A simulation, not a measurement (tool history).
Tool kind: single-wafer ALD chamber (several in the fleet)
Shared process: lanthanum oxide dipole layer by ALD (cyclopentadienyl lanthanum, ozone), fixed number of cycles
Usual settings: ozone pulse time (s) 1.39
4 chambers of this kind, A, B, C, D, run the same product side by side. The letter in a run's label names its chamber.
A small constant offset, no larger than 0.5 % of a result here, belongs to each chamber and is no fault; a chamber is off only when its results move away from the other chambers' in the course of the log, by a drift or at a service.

run,hour,ozone pulse time (s),"read-back reference wafer on the same gauge, thickness_nm",mean film thickness on the monitor wafer (nm)
1D,7.1,1.39,0.57513,0.54158
2A,10.7,1.39,0.57522,0.54333
# hour 13.5: chamber C: ozone generator serviced
3B,14.1,1.39,0.57536,0.54209
4C,21,1.39,0.57513,0.54195
5C,26,1.39,0.57545,0.54108
6D,31.2,1.39,0.57586,0.54212
7B,38.3,1.39,0.57583,0.54228
8A,45.7,1.39,0.57591,0.54193
9D,53.3,1.39,0.57625,0.54083
10C,60,1.39,0.57615,0.54106
11B,65.5,1.39,0.5762,0.54251
12A,71.6,1.39,0.57652,0.5446
13A,76.4,1.39,0.57644,0.54384
14B,82,1.39,0.57665,0.54305
15D,86.7,0.93,0.57665,0.48603
16C,91.7,0.93,0.57675,0.48803
17D,96.3,0.93,0.57706,0.48755
18A,102,0.93,0.57714,0.48949
19C,105.9,1.39,0.57736,0.54424
20B,109.9,1.39,0.57711,0.54463
21D,115.2,1.39,0.57728,0.54375
22C,123,1.82,0.57733,0.56408
23A,130.8,1.82,0.57776,0.56656
24B,138.5,1.82,0.57781,0.56559
25A,146,1.82,0.57789,0.56608
26D,152.7,1.76,0.57807,0.56281
27C,158.8,1.76,0.57822,0.56371
28B,164,1.76,0.57849,0.5653
29C,171.3,1.76,0.57847,0.56446

The same settings go to every chamber for the next run, one line per chamber below. Forecast the results for each:
30A,177,1.56,,?
30B,177,1.56,,?
30C,177,1.56,,?
30D,177,1.56,,?

run,mean film thickness on the monitor wafer (nm)
30A,0.55608
30B,0.55648
30C,0.55658
30D,0.55422
